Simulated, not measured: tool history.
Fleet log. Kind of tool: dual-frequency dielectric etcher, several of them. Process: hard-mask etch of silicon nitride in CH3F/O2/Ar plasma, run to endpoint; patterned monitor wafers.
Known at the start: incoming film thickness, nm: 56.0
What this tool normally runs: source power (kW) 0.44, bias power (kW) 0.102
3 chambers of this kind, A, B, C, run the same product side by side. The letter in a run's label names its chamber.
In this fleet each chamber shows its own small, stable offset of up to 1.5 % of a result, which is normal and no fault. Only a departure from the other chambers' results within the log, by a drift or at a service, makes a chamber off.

run 1A hour=9 | source_power_(kW)=0.44 bias_power_(kW)=0.102 | endpoint_time_(s)=69.836
run 2C hour=14.7 | source_power_(kW)=0.44 bias_power_(kW)=0.102 | endpoint_time_(s)=69.03
run 3B hour=19.8 | source_power_(kW)=0.44 bias_power_(kW)=0.102 | endpoint_time_(s)=68.253
run 4A hour=27.8 | source_power_(kW)=0.44 bias_power_(kW)=0.102 | endpoint_time_(s)=69.424
run 5C hour=35.1 | source_power_(kW)=0.44 bias_power_(kW)=0.102 | endpoint_time_(s)=69.151
run 6B hour=41.4 | source_power_(kW)=0.44 bias_power_(kW)=0.102 | endpoint_time_(s)=68.093
run 7A hour=47.7 | source_power_(kW)=0.44 bias_power_(kW)=0.102 | endpoint_time_(s)=69.412
run 8C hour=55.3 | source_power_(kW)=0.44 bias_power_(kW)=0.102 | endpoint_time_(s)=68.894
run 9B hour=64.2 | source_power_(kW)=0.44 bias_power_(kW)=0.102 | endpoint_time_(s)=68.256
run 10C hour=72.8 | source_power_(kW)=0.44 bias_power_(kW)=0.102 | endpoint_time_(s)=69.114
run 11B hour=79.7 | source_power_(kW)=0.44 bias_power_(kW)=0.102 | endpoint_time_(s)=68.188
run 12A hour=88.8 | source_power_(kW)=0.39 bias_power_(kW)=0.102 | endpoint_time_(s)=71.797
run 13A hour=96 | source_power_(kW)=0.39 bias_power_(kW)=0.102 | endpoint_time_(s)=72.032
run 14B hour=104.7 | source_power_(kW)=0.39 bias_power_(kW)=0.102 | endpoint_time_(s)=71.453
run 15C hour=114.1 | source_power_(kW)=0.44 bias_power_(kW)=0.102 | endpoint_time_(s)=68.383
run 16A hour=123.7 | source_power_(kW)=0.44 bias_power_(kW)=0.102 | endpoint_time_(s)=68.61
run 17C hour=128.6 | source_power_(kW)=0.44 bias_power_(kW)=0.115 | endpoint_time_(s)=65.995
run 18B hour=134.3 | source_power_(kW)=0.44 bias_power_(kW)=0.115 | endpoint_time_(s)=64.945
run 19A hour=139.9 | source_power_(kW)=0.44 bias_power_(kW)=0.115 | endpoint_time_(s)=65.432
run 20C hour=147.6 | source_power_(kW)=0.44 bias_power_(kW)=0.079 | endpoint_time_(s)=75.443
run 21B hour=157 | source_power_(kW)=0.44 bias_power_(kW)=0.079 | endpoint_time_(s)=74.353
run 22B hour=164.8 | source_power_(kW)=0.44 bias_power_(kW)=0.079 | endpoint_time_(s)=74.967
-- hour=168.4 chamber B: wet clean of the chamber
run 23A hour=172.9 | source_power_(kW)=0.44 bias_power_(kW)=0.102 | endpoint_time_(s)=67.261
run 24C hour=177.4 | source_power_(kW)=0.44 bias_power_(kW)=0.102 | endpoint_time_(s)=69.491
run 25C hour=182.4 | source_power_(kW)=0.44 bias_power_(kW)=0.102 | endpoint_time_(s)=69.38
run 26B hour=190.3 | source_power_(kW)=0.44 bias_power_(kW)=0.102 | endpoint_time_(s)=68.399
run 27A hour=195.1 | source_power_(kW)=0.44 bias_power_(kW)=0.102 | endpoint_time_(s)=67.395
run 28A hour=202.7 | source_power_(kW)=0.44 bias_power_(kW)=0.102 | endpoint_time_(s)=67.366
run 29C hour=211.2 | source_power_(kW)=0.44 bias_power_(kW)=0.102 | endpoint_time_(s)=69.381
run 30B hour=220.7 | source_power_(kW)=0.37 bias_power_(kW)=0.102 | endpoint_time_(s)=73.193
run 31A hour=228 | source_power_(kW)=0.37 bias_power_(kW)=0.102 | endpoint_time_(s)=71.959
run 32B hour=233.9 | source_power_(kW)=0.37 bias_power_(kW)=0.102 | endpoint_time_(s)=72.549
run 33C hour=240.9 | source_power_(kW)=0.44 bias_power_(kW)=0.102 | endpoint_time_(s)=68.582
run 34B hour=247.4 | source_power_(kW)=0.44 bias_power_(kW)=0.102 | endpoint_time_(s)=68.342
run 35A hour=253 | source_power_(kW)=0.44 bias_power_(kW)=0.102 | endpoint_time_(s)=66.829
run 36C hour=259 | source_power_(kW)=0.44 bias_power_(kW)=0.102 | endpoint_time_(s)=69.292
run 37A hour=264.8 | source_power_(kW)=0.44 bias_power_(kW)=0.102 | endpoint_time_(s)=66.6
run 38B hour=270 | source_power_(kW)=0.44 bias_power_(kW)=0.102 | endpoint_time_(s)=67.87
run 39C hour=276.9 | source_power_(kW)=0.44 bias_power_(kW)=0.102 | endpoint_time_(s)=68.563
run 40A hour=283.2 | source_power_(kW)=0.44 bias_power_(kW)=0.102 | endpoint_time_(s)=66.676
run 41C hour=289 | source_power_(kW)=0.44 bias_power_(kW)=0.102 | endpoint_time_(s)=69.408
run 42B hour=298 | source_power_(kW)=0.44 bias_power_(kW)=0.102 | endpoint_time_(s)=68.008
run 43A hour=304.9 | source_power_(kW)=0.44 bias_power_(kW)=0.102 | endpoint_time_(s)=66.323

All 3 chambers run these settings next. Forecast each chamber's results:
run 44A hour=312 | source_power_(kW)=0.44 bias_power_(kW)=0.102 | endpoint_time_(s)=?
run 44B hour=312 | source_power_(kW)=0.44 bias_power_(kW)=0.102 | endpoint_time_(s)=?
run 44C hour=312 | source_power_(kW)=0.44 bias_power_(kW)=0.102 | endpoint_time_(s)=?

run=44A endpoint_time_(s)=65.862
run=44B endpoint_time_(s)=67.949
run=44C endpoint_time_(s)=69.254
